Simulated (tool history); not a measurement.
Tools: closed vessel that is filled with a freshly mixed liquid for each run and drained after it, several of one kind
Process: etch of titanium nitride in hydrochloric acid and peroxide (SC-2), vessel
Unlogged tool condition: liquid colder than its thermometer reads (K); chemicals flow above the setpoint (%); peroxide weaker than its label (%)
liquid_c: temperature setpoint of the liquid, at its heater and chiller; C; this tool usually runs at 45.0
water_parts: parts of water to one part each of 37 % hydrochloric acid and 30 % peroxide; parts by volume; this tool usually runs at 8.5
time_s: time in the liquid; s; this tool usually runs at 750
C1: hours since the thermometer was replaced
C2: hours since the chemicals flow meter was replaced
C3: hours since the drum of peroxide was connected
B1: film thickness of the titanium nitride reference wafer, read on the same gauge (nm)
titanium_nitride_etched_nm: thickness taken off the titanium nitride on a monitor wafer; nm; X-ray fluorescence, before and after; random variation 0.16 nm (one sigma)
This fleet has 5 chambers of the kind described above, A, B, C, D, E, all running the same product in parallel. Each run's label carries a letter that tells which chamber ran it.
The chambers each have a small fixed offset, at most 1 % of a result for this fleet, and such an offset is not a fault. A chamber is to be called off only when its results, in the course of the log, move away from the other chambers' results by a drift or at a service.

Run 1C, hour 10.0: usual settings; C1 50.9; C2 469.1; C3 244.3; B1 140.00. Result: titanium_nitride_etched_nm 16.179 nm.
Run 2E, hour 23.9: usual settings; C1 358.5; C2 1248.8; C3 444.5; B1 140.05. Result: titanium_nitride_etched_nm 16.264 nm.
Run 3D, hour 37.6: usual settings; C1 339.2; C2 1953.7; C3 535.5; B1 140.03. Result: titanium_nitride_etched_nm 16.759 nm.
Run 4A, hour 49.7: usual settings; C1 52.4; C2 1005.3; C3 319.9; B1 140.00. Result: titanium_nitride_etched_nm 16.701 nm.
Run 5B, hour 56.5: usual settings; C1 409.7; C2 561.4; C3 1170.2; B1 139.95. Result: titanium_nitride_etched_nm 16.544 nm.
Run 6A, hour 68.8: usual settings; C1 71.5; C2 1024.4; C3 339.0; B1 139.99. Result: titanium_nitride_etched_nm 16.637 nm.
At hour 72.8: chamber E: new drum of peroxide connected.
At hour 76.4: chamber B: new drum of peroxide connected.
Run 7D, hour 77.5: usual settings; C1 379.1; C2 1993.6; C3 575.4; B1 140.04. Result: titanium_nitride_etched_nm 16.835 nm.
Run 8E, hour 84.5: usual settings; C1 419.1; C2 1309.4; C3 11.7; B1 139.99. Result: titanium_nitride_etched_nm 16.725 nm.
Run 9C, hour 96.9: usual settings; C1 137.8; C2 556.0; C3 331.2; B1 140.00. Result: titanium_nitride_etched_nm 16.168 nm.
Run 10B, hour 104.9: usual settings; C1 458.1; C2 609.8; C3 28.5; B1 140.02. Result: titanium_nitride_etched_nm 16.510 nm.
Run 11C, hour 112.7: usual settings; C1 153.6; C2 571.8; C3 347.0; B1 140.03. Result: titanium_nitride_etched_nm 16.486 nm.
Run 12D, hour 122.3: usual settings; C1 423.9; C2 2038.4; C3 620.2; B1 139.99. Result: titanium_nitride_etched_nm 16.475 nm.
Run 13B, hour 130.3: usual settings; C1 483.5; C2 635.2; C3 53.9; B1 140.00. Result: titanium_nitride_etched_nm 16.462 nm.
Run 14A, hour 143.6: usual settings; C1 146.3; C2 1099.2; C3 413.8; B1 140.01. Result: titanium_nitride_etched_nm 16.636 nm.
Run 15E, hour 151.9: usual settings but liquid_c 50.5 C; C1 486.5; C2 1376.8; C3 79.1; B1 140.02. Result: titanium_nitride_etched_nm 23.613 nm.
Run 16C, hour 159.4: usual settings but liquid_c 50.5 C; C1 200.3; C2 618.5; C3 393.7; B1 139.98. Result: titanium_nitride_etched_nm 23.508 nm.
Run 17B, hour 169.6: usual settings but liquid_c 50.5 C; C1 522.8; C2 674.5; C3 93.2; B1 139.99. Result: titanium_nitride_etched_nm 23.920 nm.
Run 18A, hour 180.4: usual settings but liquid_c 50.5 C; C1 183.1; C2 1136.0; C3 450.6; B1 139.97. Result: titanium_nitride_etched_nm 24.232 nm.
Run 19D, hour 187.6: usual settings but liquid_c 50.5 C; C1 489.2; C2 2103.7; C3 685.5; B1 139.98. Result: titanium_nitride_etched_nm 23.422 nm.
Run 20E, hour 197.3: usual settings; C1 531.9; C2 1422.2; C3 124.5; B1 140.03. Result: titanium_nitride_etched_nm 16.333 nm.
Run 21E, hour 211.1: usual settings; C1 545.7; C2 1436.0; C3 138.3; B1 140.03. Result: titanium_nitride_etched_nm 16.208 nm.
Run 22A, hour 222.1: usual settings but water_parts 11.0 parts by volume, time_s 600 s; C1 224.8; C2 1177.7; C3 492.3; B1 140.02. Result: titanium_nitride_etched_nm 10.866 nm.
Run 23C, hour 230.6: usual settings but water_parts 11.0 parts by volume, time_s 600 s; C1 271.5; C2 689.7; C3 464.9; B1 140.00. Result: titanium_nitride_etched_nm 10.731 nm.
Run 24B, hour 240.8: usual settings but water_parts 11.0 parts by volume, time_s 600 s; C1 594.0; C2 745.7; C3 164.4; B1 140.01. Result: titanium_nitride_etched_nm 10.486 nm.
Run 25D, hour 252.0: usual settings but water_parts 11.0 parts by volume, time_s 600 s; C1 553.6; C2 2168.1; C3 749.9; B1 140.00. Result: titanium_nitride_etched_nm 10.284 nm.
Run 26C, hour 259.3: usual settings but water_parts 11.0 parts by volume, time_s 600 s; C1 300.2; C2 718.4; C3 493.6; B1 140.00. Result: titanium_nitride_etched_nm 10.630 nm.
Run 27B, hour 266.8: usual settings; C1 620.0; C2 771.7; C3 190.4; B1 140.01. Result: titanium_nitride_etched_nm 16.431 nm.
Run 28E, hour 278.9: usual settings; C1 613.5; C2 1503.8; C3 206.1; B1 140.00. Result: titanium_nitride_etched_nm 16.254 nm.
Run 29D, hour 289.3: usual settings but water_parts 11.0 parts by volume; C1 590.9; C2 2205.4; C3 787.2; B1 140.03. Result: titanium_nitride_etched_nm 12.697 nm.
Run 30A, hour 301.6: usual settings but water_parts 11.0 parts by volume; C1 304.3; C2 1257.2; C3 571.8; B1 140.01. Result: titanium_nitride_etched_nm 13.601 nm.
Run 31C, hour 308.4: usual settings but water_parts 11.0 parts by volume; C1 349.3; C2 767.5; C3 542.7; B1 140.01. Result: titanium_nitride_etched_nm 13.014 nm.
Run 32D, hour 320.8: usual settings but water_parts 11.0 parts by volume; C1 622.4; C2 2236.9; C3 818.7; B1 140.00. Result: titanium_nitride_etched_nm 12.295 nm.

What goes on in this fleet: one chamber off, a drifting gauge, or nothing beyond the chambers' own small offsets? Name the chamber and the cause, if any.

It is chamber D that slowly wanders off from its peers.
Most likely cause: liquid colder than its thermometer reads (K) = 1.09.
Not necessarily distinguishable in this log from: chemicals flow below the setpoint (%); peroxide weaker than its label (%).

Which of the 4 candidates below, each the usual settings with something changed and its results left as question marks, puts chamber D back in line with what the other chambers give on the usual settings?
In line means no further than this from the other chambers' mean on the usual settings: titanium_nitride_etched_nm 0.540 nm
Run 33D-1, hour 330.7: usual settings but time_s 705 s. Result: titanium_nitride_etched_nm ?.
Run 33D-2, hour 330.7: usual settings but liquid_c 45.5 C, time_s 770 s. Result: titanium_nitride_etched_nm ?.
Run 33D-3, hour 330.7: usual settings but time_s 650 s. Result: titanium_nitride_etched_nm ?.
Run 33D-4, hour 330.7: usual settings but liquid_c 47.0 C. Result: titanium_nitride_etched_nm ?.

Average result of the remaining chambers running the usual settings: titanium_nitride_etched_nm 16.474 nm
  run  titanium_nitride_etched_nm
33D-1                      14.463
33D-2                      16.341
33D-3                      13.335
33D-4                      17.621
33D-2 is the one that brings the chamber's results back in line with the other chambers.

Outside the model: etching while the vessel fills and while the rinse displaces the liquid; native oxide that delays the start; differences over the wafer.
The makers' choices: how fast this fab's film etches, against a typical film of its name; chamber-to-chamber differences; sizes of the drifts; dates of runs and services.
